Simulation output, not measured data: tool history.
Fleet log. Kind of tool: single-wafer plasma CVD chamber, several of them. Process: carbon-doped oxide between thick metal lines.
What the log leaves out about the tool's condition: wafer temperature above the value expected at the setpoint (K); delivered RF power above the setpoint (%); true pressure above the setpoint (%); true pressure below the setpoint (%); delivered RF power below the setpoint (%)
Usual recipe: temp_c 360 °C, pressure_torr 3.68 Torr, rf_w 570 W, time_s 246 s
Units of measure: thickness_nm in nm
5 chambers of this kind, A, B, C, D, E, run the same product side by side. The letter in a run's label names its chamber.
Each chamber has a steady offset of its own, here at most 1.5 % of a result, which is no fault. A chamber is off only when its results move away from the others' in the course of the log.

run   hour  temp_c  pressure_torr  rf_w  time_s  hours since the last thermocouple change  hours since the last RF generator calibration  hours since the last manometer calibration  read-back reference wafer on the same gauge, thickness_nm  thickness_nm
 1C    7.1     360           3.68   570     246                                    1520.2                                         1606.3                                       102.2                                                     1320.6        1257.2
 2A   17.9     360           3.68   570     246                                    1424.0                                         1813.4                                      2239.1                                                     1320.3        1249.9
 3E   24.3     360           3.68   570     246                                    1183.7                                         1627.7                                      2545.0                                                     1321.4        1268.6
 4B   29.1     360           3.68   570     246                                     204.9                                          890.8                                      1854.6                                                     1320.6        1252.4
      30.6  -- chamber A: RF generator calibrated
 5D   37.5     360           3.68   570     246                                     472.4                                         1845.2                                       839.9                                                     1320.9        1258.0
 6B   44.1     360           3.68   570     246                                     219.9                                          905.8                                      1869.6                                                     1321.2        1254.1
 7A   49.0     360           3.68   570     246                                    1455.1                                           18.5                                      2270.2                                                     1321.8        1252.2
 8D   59.1     360           3.21   570     246                                     494.0                                         1866.8                                       861.5                                                     1322.0        1239.2
 9C   68.1     360           3.21   570     246                                    1581.2                                         1667.3                                       163.2                                                     1321.9        1235.0
10E   76.8     360           3.21   570     246                                    1236.2                                         1680.2                                      2597.5                                                     1322.3        1247.3
11B   87.1     360           3.21   570     246                                     262.9                                          948.8                                      1912.6                                                     1322.1        1233.4
12E   95.2     360           3.21   570     246                                    1254.6                                         1698.6                                      2615.9                                                     1323.2        1247.4
13A  100.7     360           3.68   570     246                                    1506.8                                           70.2                                      2321.9                                                     1322.6        1252.8
14D  107.6     360           3.68   570     246                                     542.5                                         1915.3                                       910.0                                                     1323.3        1259.6
15C  118.1     366           3.68   510     246                                    1631.2                                         1717.3                                       213.2                                                     1323.6        1157.6
16C  125.3     366           3.68   510     246                                    1638.4                                         1724.5                                       220.4                                                     1323.3        1158.6
17A  134.0     366           3.68   510     246                                    1540.1                                          103.5                                      2355.2                                                     1323.3        1155.0
18D  141.1     366           3.68   510     246                                     576.0                                         1948.8                                       943.5                                                     1324.3        1162.5
19E  145.9     366           3.68   510     246                                    1305.3                                         1749.3                                      2666.6                                                     1324.9        1172.6
20B  152.1     360           3.68   570     246                                     327.9                                         1013.8                                      1977.6                                                     1324.9        1258.3
21E  162.6     360           3.68   570     246                                    1322.0                                         1766.0                                      2683.3                                                     1325.5        1274.3
22C  167.6     360           3.68   570     246                                    1680.7                                         1766.8                                       262.7                                                     1324.5        1259.3
23B  178.5     360           3.68   570     246                                     354.3                                         1040.2                                      2004.0                                                     1324.8        1261.8
24A  184.3     352           3.68   570     261                                    1590.4                                          153.8                                      2405.5                                                     1325.3        1360.8
25D  194.0     352           3.68   570     261                                     628.9                                         2001.7                                       996.4                                                     1325.8        1364.1
26E  204.5     352           3.68   570     261                                    1363.9                                         1807.9                                      2725.2                                                     1326.2        1379.9
27B  210.6     352           3.68   570     261                                     386.4                                         1072.3                                      2036.1                                                     1326.6        1364.7
28D  220.7     352           3.68   570     261                                     655.6                                         2028.4                                      1023.1                                                     1326.7        1362.8
29C  225.9     360           3.68   570     246                                    1739.0                                         1825.1                                       321.0                                                     1326.6        1258.1
30A  233.6     360           3.68   570     246                                    1639.7                                          203.1                                      2454.8                                                     1326.4        1255.7
31B  239.3     360           3.68   570     246                                     415.1                                         1101.0                                      2064.8                                                     1327.6        1262.0
32A  248.6     360           3.68   570     246                                    1654.7                                          218.1                                      2469.8                                                     1327.9        1256.4
33C  258.2     360           3.68   570     246                                    1771.3                                         1857.4                                       353.3                                                     1328.1        1263.2
34E  267.3     360           3.68   570     246                                    1426.7                                         1870.7                                      2788.0                                                     1328.0        1274.9
35D  274.7     360           3.68   570     246                                     709.6                                         2082.4                                      1077.1                                                     1328.4        1263.1
36C  282.6     360           3.68   570     246                                    1795.7                                         1881.8                                       377.7                                                     1328.1        1259.4
37D  291.8     360           4.04   570     271                                     726.7                                         2099.5                                      1094.2                                                     1329.0        1406.6
38A  302.1     360           4.04   570     271                                    1708.2                                          271.6                                      2523.3                                                     1328.9        1406.5

Next, all 5 chambers run the settings below, one line each with question marks for the results. What does each chamber give?
39A  310.0     360           3.68   570     246                                                                                                                                                                                                             ?
39B  310.0     360           3.68   570     246                                                                                                                                                                                                             ?
39C  310.0     360           3.68   570     246                                                                                                                                                                                                             ?
39D  310.0     360           3.68   570     246                                                                                                                                                                                                             ?
39E  310.0     360           3.68   570     246                                                                                                                                                                                                             ?

run  thickness_nm
39A        1258.6
39B        1261.6
39C        1259.0
39D        1263.8
39E        1274.8

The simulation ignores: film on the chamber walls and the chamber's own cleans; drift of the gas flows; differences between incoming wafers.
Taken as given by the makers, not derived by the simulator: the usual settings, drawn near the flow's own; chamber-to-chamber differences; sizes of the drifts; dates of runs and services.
